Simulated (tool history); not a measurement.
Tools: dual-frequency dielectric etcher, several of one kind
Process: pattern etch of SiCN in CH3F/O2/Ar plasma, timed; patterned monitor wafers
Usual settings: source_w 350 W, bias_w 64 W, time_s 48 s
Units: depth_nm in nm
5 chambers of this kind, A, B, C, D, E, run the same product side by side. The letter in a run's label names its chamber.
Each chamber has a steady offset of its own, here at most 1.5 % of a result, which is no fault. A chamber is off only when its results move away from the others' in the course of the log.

run   hour  source_w  bias_w  time_s  hours since the last wet clean  hours since the last source power generator calibration  hours since the last bias power generator calibration  read-back reference wafer on the same gauge, depth_nm  depth_nm
 1C    4.9       350      64      48                           185.3                                                   3808.4                                                 1370.3                                                 14.699    16.394
 2B   10.2       350      64      48                           477.4                                                    776.6                                                 1551.7                                                 14.702    16.225
      12.1  -- chamber A: wet clean of the chamber
 3E   16.9       350      64      48                            88.3                                                   2501.6                                                     60                                                 14.704    16.427
 4D   21.1       350      64      48                           172.1                                                    688.4                                                  747.7                                                 14.711    16.585
      24.1  -- chamber B: wet clean of the chamber
 5A   26.9       350      64      48                            14.9                                                   1805.8                                                 3322.1                                                  14.71    16.366
 6E   31.4       410      64      48                           102.8                                                   2516.1                                                   74.5                                                  14.71      17.4
 7D   37.5       410      64      48                           188.5                                                    704.8                                                  764.1                                                 14.716    17.627
 8B   41.7       410      64      48                            17.6                                                    808.1                                                 1583.2                                                 14.715    17.236
 9C   45.9       410      64      48                           226.3                                                   3849.4                                                 1411.3                                                 14.713    17.488
10A   49.8       410      64      48                            37.8                                                   1828.7                                                   3345                                                  14.72    17.352
11E   53.4       350      64      48                           124.8                                                   2538.1                                                   96.5                                                 14.714    16.419
12C   57.2       350      64      48                           237.6                                                   3860.7                                                 1422.6                                                 14.719    16.439
13B   63.5       280      57      48                            39.4                                                    829.9                                                   1605                                                 14.724    14.324
14D   69.6       280      57      48                           220.6                                                    736.9                                                  796.2                                                 14.723     14.63
15A   74.7       280      57      48                            62.7                                                   1853.6                                                 3369.9                                                 14.728    14.471
16B   80.9       280      57      48                            56.8                                                    847.3                                                 1622.4                                                  14.73    14.353
17D   87.3       280      57      48                           238.3                                                    754.6                                                  813.9                                                 14.738    14.664
18A   91.5       350      64      48                            79.5                                                   1870.4                                                 3386.7                                                 14.733    16.382
19C   96.3       350      53      48                           276.7                                                   3899.8                                                 1461.7                                                 14.736    15.461
20E  100.6       350      53      48                             172                                                   2585.3                                                  143.7                                                 14.734    15.406
21B    106       350      53      48                            81.9                                                    872.4                                                 1647.5                                                 14.738    15.248
22C  109.8       350      53      48                           290.2                                                   3913.3                                                 1475.2                                                 14.743    15.442
23A  115.4       350      53      48                           103.4                                                   1894.3                                                 3410.6                                                 14.746    15.398
24E  120.8       350      64      48                           192.2                                                   2605.5                                                  163.9                                                 14.745    16.449
25D  125.1       350      64      48                           276.1                                                    792.4                                                  851.7                                                 14.749    16.622
26C  129.6       350      64      48                             310                                                   3933.1                                                   1495                                                 14.746    16.493
27D  133.3       350      64      48                           284.3                                                    800.6                                                  859.9                                                 14.748    16.645
28B  137.1       350      64      48                             113                                                    903.5                                                 1678.6                                                 14.748    16.269
29A  141.9       350      64      48                           129.9                                                   1920.8                                                 3437.1                                                 14.753    16.391
30E  147.2       350      64      48                           218.6                                                   2631.9                                                  190.3                                                 14.755    16.453
31C  152.9       350      64      48                           333.3                                                   3956.4                                                 1518.3                                                 14.759    16.462
32E  156.7       350      64      48                           228.1                                                   2641.4                                                  199.8                                                 14.759    16.439
33B  163.3       350      64      48                           139.2                                                    929.7                                                 1704.8                                                 14.762    16.255
34A  167.1       350      64      48                           155.1                                                     1946                                                 3462.3                                                 14.757     16.43
35D  172.1       350      64      48                           323.1                                                    839.4                                                  898.7                                                 14.765    16.681

What goes on in this fleet: one chamber off, a drifting gauge, or nothing beyond the chambers' own small offsets? Name the chamber and the cause, if any.

The gauge drifts, so all chambers seem to drift together. No chamber is off.
Cause: gauge reads high (%) = 0.449.

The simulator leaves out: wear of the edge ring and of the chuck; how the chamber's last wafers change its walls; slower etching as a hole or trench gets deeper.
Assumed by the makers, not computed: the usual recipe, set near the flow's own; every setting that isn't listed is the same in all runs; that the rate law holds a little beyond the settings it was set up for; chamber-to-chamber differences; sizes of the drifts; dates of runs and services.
